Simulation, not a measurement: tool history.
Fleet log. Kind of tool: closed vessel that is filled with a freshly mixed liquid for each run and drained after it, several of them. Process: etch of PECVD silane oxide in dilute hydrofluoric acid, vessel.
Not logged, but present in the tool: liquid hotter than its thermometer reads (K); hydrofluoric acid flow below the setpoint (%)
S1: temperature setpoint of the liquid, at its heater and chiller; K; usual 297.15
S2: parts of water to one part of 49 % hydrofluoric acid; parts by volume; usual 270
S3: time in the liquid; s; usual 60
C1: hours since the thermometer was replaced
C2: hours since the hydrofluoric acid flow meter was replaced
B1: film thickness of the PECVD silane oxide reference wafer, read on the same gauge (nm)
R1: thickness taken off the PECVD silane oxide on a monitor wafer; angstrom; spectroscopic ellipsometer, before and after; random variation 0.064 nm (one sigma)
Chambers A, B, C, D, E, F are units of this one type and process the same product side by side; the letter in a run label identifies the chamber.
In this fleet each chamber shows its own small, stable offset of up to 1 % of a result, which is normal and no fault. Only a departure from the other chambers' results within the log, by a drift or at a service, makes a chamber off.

run	hour	S1	S2	S3	C1	C2	B1	R1
1B	5.3	297.15	270	60	114.0	1948.3	130.00	77.617
2D	10.9	297.15	270	60	2241.1	449.4	129.99	77.743
3E	17.1	297.15	270	60	267.7	1521.9	130.01	77.314
4F	24.4	297.15	270	60	354.1	353.6	130.01	78.717
5C	30.0	297.15	270	60	1414.8	2045.0	129.98	77.982
6A	34.8	297.15	270	60	1978.7	80.5	129.96	78.423
7E	44.1	297.15	270	60	294.7	1548.9	129.98	76.220
8B	50.4	297.15	390	90	159.1	1993.4	129.99	72.116
9C	59.3	297.15	390	90	1444.1	2074.3	129.94	70.885
10A	65.3	297.15	390	90	2009.2	111.0	130.02	72.371
11F	72.1	297.15	390	90	401.8	401.3	129.99	72.505
# hour 72.7: chamber F: hydrofluoric acid flow meter replaced
12D	79.4	297.15	390	90	2309.6	517.9	130.02	71.674
# hour 80.0: chamber E: hydrofluoric acid flow meter replaced
# hour 84.1: chamber C: thermometer replaced
13C	86.4	297.15	390	90	2.4	2101.4	129.98	71.302
14F	95.2	297.15	270	70	424.9	22.6	130.02	91.448
15D	102.2	297.15	270	70	2332.4	540.7	129.99	89.851
16E	107.9	297.15	270	70	358.5	27.9	129.99	90.815
17A	117.3	297.15	270	70	2061.2	163.0	130.02	90.123
18B	127.2	297.15	270	70	235.9	2070.2	130.00	90.305
19A	135.0	297.15	270	70	2078.9	180.7	130.00	91.324
20D	143.8	297.15	270	60	2374.0	582.3	129.99	75.573
21E	149.4	297.15	270	60	400.0	69.4	130.00	77.707
22F	157.2	297.15	270	60	486.9	84.6	129.98	77.451
23C	163.4	297.15	270	60	79.4	2178.4	129.98	77.665
24B	171.3	297.15	270	60	280.0	2114.3	130.01	77.261
25A	180.2	299.15	360	60	2124.1	225.9	129.97	56.731
26C	185.0	299.15	360	60	101.0	2200.0	130.02	57.159
27E	189.8	299.15	360	60	440.4	109.8	130.05	57.090
# hour 190.0: chamber B: hydrofluoric acid flow meter replaced
28B	195.5	299.15	360	60	304.2	5.5	130.03	56.967
29D	204.6	299.15	360	60	2434.8	643.1	129.98	53.327
30F	212.8	299.15	360	60	542.5	140.2	129.99	56.309
31C	219.8	297.15	270	60	135.8	2234.8	129.96	76.396
32A	224.7	297.15	270	60	2168.6	270.4	130.01	78.139
33D	231.9	297.15	270	60	2462.1	670.4	129.97	72.710
34B	239.1	297.15	270	60	347.8	49.1	130.00	76.815
35F	247.8	297.15	270	60	577.5	175.2	130.02	78.680
36E	254.9	297.15	270	60	505.5	174.9	129.99	77.392
37E	259.6	293.65	270	60	510.2	179.6	130.01	67.849
38C	264.9	293.65	270	60	180.9	2279.9	130.02	68.333
39B	269.8	293.65	270	60	378.5	79.8	130.01	68.180
40D	278.1	293.65	270	60	2508.3	716.6	130.01	61.359
41A	285.6	293.65	270	60	2229.5	331.3	129.97	68.876

Does one chamber stand apart from the rest, does the shared gauge drift, or is all well apart from small per-chamber offsets? Give the chamber and the most likely cause, where there is one.

One chamber, D, drifts off from the rest bit by bit.
Most likely cause: hydrofluoric acid flow below the setpoint (%) = 8.42.

Below are 4 candidate recipes for chamber D's next run, each the usual settings with a change, their results shown as question marks. Which of them brings D's results back in line with what the other chambers give on the usual settings?
In-line tolerance around the mean of the other chambers on the usual settings: R1 2.200 angstrom
42D-1	292.7	296.15	270	60				?
42D-2	292.7	297.15	265	60				?
42D-3	292.7	296.65	270	55				?
42D-4	292.7	297.15	250	60				?

On the usual settings, the other chambers give on average: R1 77.650 angstrom
run	R1
42D-1	67.516
42D-2	71.622
42D-3	62.964
42D-4	77.239
The right change is 42D-4: it brings the chamber back within the allowed miss of the others.
